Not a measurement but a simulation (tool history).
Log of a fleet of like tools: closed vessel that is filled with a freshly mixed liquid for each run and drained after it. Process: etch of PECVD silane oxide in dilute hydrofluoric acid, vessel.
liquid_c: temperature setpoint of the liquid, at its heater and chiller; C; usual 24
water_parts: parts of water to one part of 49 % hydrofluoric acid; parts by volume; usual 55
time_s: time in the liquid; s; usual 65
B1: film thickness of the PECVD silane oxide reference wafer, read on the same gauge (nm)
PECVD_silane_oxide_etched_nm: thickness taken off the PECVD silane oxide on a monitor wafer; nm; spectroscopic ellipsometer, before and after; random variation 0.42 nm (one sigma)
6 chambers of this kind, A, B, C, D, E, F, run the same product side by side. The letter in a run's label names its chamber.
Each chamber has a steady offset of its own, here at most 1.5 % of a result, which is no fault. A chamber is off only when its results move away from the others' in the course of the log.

At hour 2.4: chamber A: hydrofluoric acid flow meter replaced.
Run 1D, hour 8.4: usual settings; B1 139.98. Result: PECVD_silane_oxide_etched_nm 51.989 nm.
Run 2E, hour 18.1: usual settings; B1 139.98. Result: PECVD_silane_oxide_etched_nm 51.816 nm.
Run 3B, hour 24.2: usual settings; B1 139.99. Result: PECVD_silane_oxide_etched_nm 52.095 nm.
Run 4A, hour 31.7: usual settings; B1 139.97. Result: PECVD_silane_oxide_etched_nm 52.403 nm.
Run 5C, hour 39.1: usual settings; B1 139.93. Result: PECVD_silane_oxide_etched_nm 51.045 nm.
Run 6F, hour 47.2: usual settings; B1 140.02. Result: PECVD_silane_oxide_etched_nm 52.576 nm.
Run 7D, hour 57.2: usual settings; B1 140. Result: PECVD_silane_oxide_etched_nm 52.264 nm.
Run 8F, hour 65.2: usual settings; B1 139.99. Result: PECVD_silane_oxide_etched_nm 52.032 nm.
Run 9B, hour 75.3: usual settings; B1 139.99. Result: PECVD_silane_oxide_etched_nm 51.912 nm.
Run 10E, hour 81.2: usual settings; B1 139.99. Result: PECVD_silane_oxide_etched_nm 52.507 nm.
At hour 86.8: chamber B: hydrofluoric acid flow meter replaced.
Run 11C, hour 86.8: usual settings but water_parts 30 parts by volume, time_s 45 s; B1 139.99. Result: PECVD_silane_oxide_etched_nm 68.068 nm.
Run 12A, hour 95.6: usual settings but water_parts 30 parts by volume, time_s 45 s; B1 140.01. Result: PECVD_silane_oxide_etched_nm 68.642 nm.
Run 13E, hour 102.4: usual settings but water_parts 30 parts by volume, time_s 45 s; B1 140. Result: PECVD_silane_oxide_etched_nm 68.514 nm.
Run 14B, hour 108.6: usual settings but water_parts 30 parts by volume, time_s 45 s; B1 140. Result: PECVD_silane_oxide_etched_nm 67.436 nm.
Run 15D, hour 116.5: usual settings but water_parts 30 parts by volume, time_s 45 s; B1 139.98. Result: PECVD_silane_oxide_etched_nm 67.947 nm.
Run 16C, hour 121.5: usual settings but water_parts 30 parts by volume, time_s 45 s; B1 139.97. Result: PECVD_silane_oxide_etched_nm 68.06 nm.
Run 17A, hour 130.3: usual settings; B1 140. Result: PECVD_silane_oxide_etched_nm 51.874 nm.
Run 18F, hour 139.6: usual settings; B1 140. Result: PECVD_silane_oxide_etched_nm 52.296 nm.
Run 19E, hour 147.6: usual settings; B1 140. Result: PECVD_silane_oxide_etched_nm 52.174 nm.
Run 20A, hour 153: usual settings; B1 140.02. Result: PECVD_silane_oxide_etched_nm 51.23 nm.
Run 21C, hour 161.8: usual settings; B1 139.96. Result: PECVD_silane_oxide_etched_nm 51.878 nm.
Run 22D, hour 167.7: usual settings; B1 140.01. Result: PECVD_silane_oxide_etched_nm 52.399 nm.
Run 23B, hour 174.9: usual settings; B1 140.06. Result: PECVD_silane_oxide_etched_nm 51.771 nm.
Run 24F, hour 182.3: usual settings; B1 139.97. Result: PECVD_silane_oxide_etched_nm 51.594 nm.
Run 25F, hour 187.6: usual settings; B1 140. Result: PECVD_silane_oxide_etched_nm 52.497 nm.
Run 26C, hour 197.8: usual settings; B1 140. Result: PECVD_silane_oxide_etched_nm 52.108 nm.
Run 27E, hour 203.5: usual settings; B1 140.05. Result: PECVD_silane_oxide_etched_nm 51.497 nm.
Run 28B, hour 212.5: usual settings; B1 139.99. Result: PECVD_silane_oxide_etched_nm 52.022 nm.
Run 29D, hour 221: usual settings; B1 140.03. Result: PECVD_silane_oxide_etched_nm 52.121 nm.
Run 30A, hour 231.2: usual settings; B1 140.04. Result: PECVD_silane_oxide_etched_nm 50.257 nm.
Run 31E, hour 236.2: usual settings; B1 140. Result: PECVD_silane_oxide_etched_nm 51.409 nm.
Run 32B, hour 245: usual settings; B1 139.98. Result: PECVD_silane_oxide_etched_nm 52.055 nm.
Run 33C, hour 249.8: usual settings; B1 140.01. Result: PECVD_silane_oxide_etched_nm 52.206 nm.
Run 34A, hour 256.9: usual settings; B1 139.97. Result: PECVD_silane_oxide_etched_nm 50.068 nm.
Run 35D, hour 266.4: usual settings; B1 139.99. Result: PECVD_silane_oxide_etched_nm 51.588 nm.
Run 36F, hour 274.8: usual settings; B1 140.03. Result: PECVD_silane_oxide_etched_nm 52.625 nm.
Run 37D, hour 285.5: usual settings; B1 140.02. Result: PECVD_silane_oxide_etched_nm 52.54 nm.
Run 38F, hour 295.3: usual settings; B1 140.02. Result: PECVD_silane_oxide_etched_nm 51.735 nm.

Is one chamber off against the others, does the gauge drift, or is nothing wrong? If a chamber is off, say which, and what the likeliest cause is.

Chamber A drifts away from the others.
Cause: liquid colder than its thermometer reads (K) = 1.54.
The log may not tell that from: hydrofluoric acid flow below the setpoint (%).

Here are 4 candidates for chamber A's next run, each the usual settings with a change, their results left as question marks. Which one brings its results back in line with what the others give on the usual settings?
In line means no further than this from the other chambers' mean on the usual settings: PECVD_silane_oxide_etched_nm 1.5 nm
Run 39A-1, hour 303.1: usual settings but liquid_c 25.5 C. Result: PECVD_silane_oxide_etched_nm ?.
Run 39A-2, hour 303.1: usual settings but liquid_c 21.5 C. Result: PECVD_silane_oxide_etched_nm ?.
Run 39A-3, hour 303.1: usual settings but liquid_c 22.5 C. Result: PECVD_silane_oxide_etched_nm ?.
Run 39A-4, hour 303.1: usual settings but liquid_c 26.5 C. Result: PECVD_silane_oxide_etched_nm ?.

The other chambers' mean on the usual settings: PECVD_silane_oxide_etched_nm 52.03 nm
  run  PECVD_silane_oxide_etched_nm
39A-1                        52.267
39A-2                        44.169
39A-3                        46.091
39A-4                        54.467
39A-1 brings the chamber back in line.
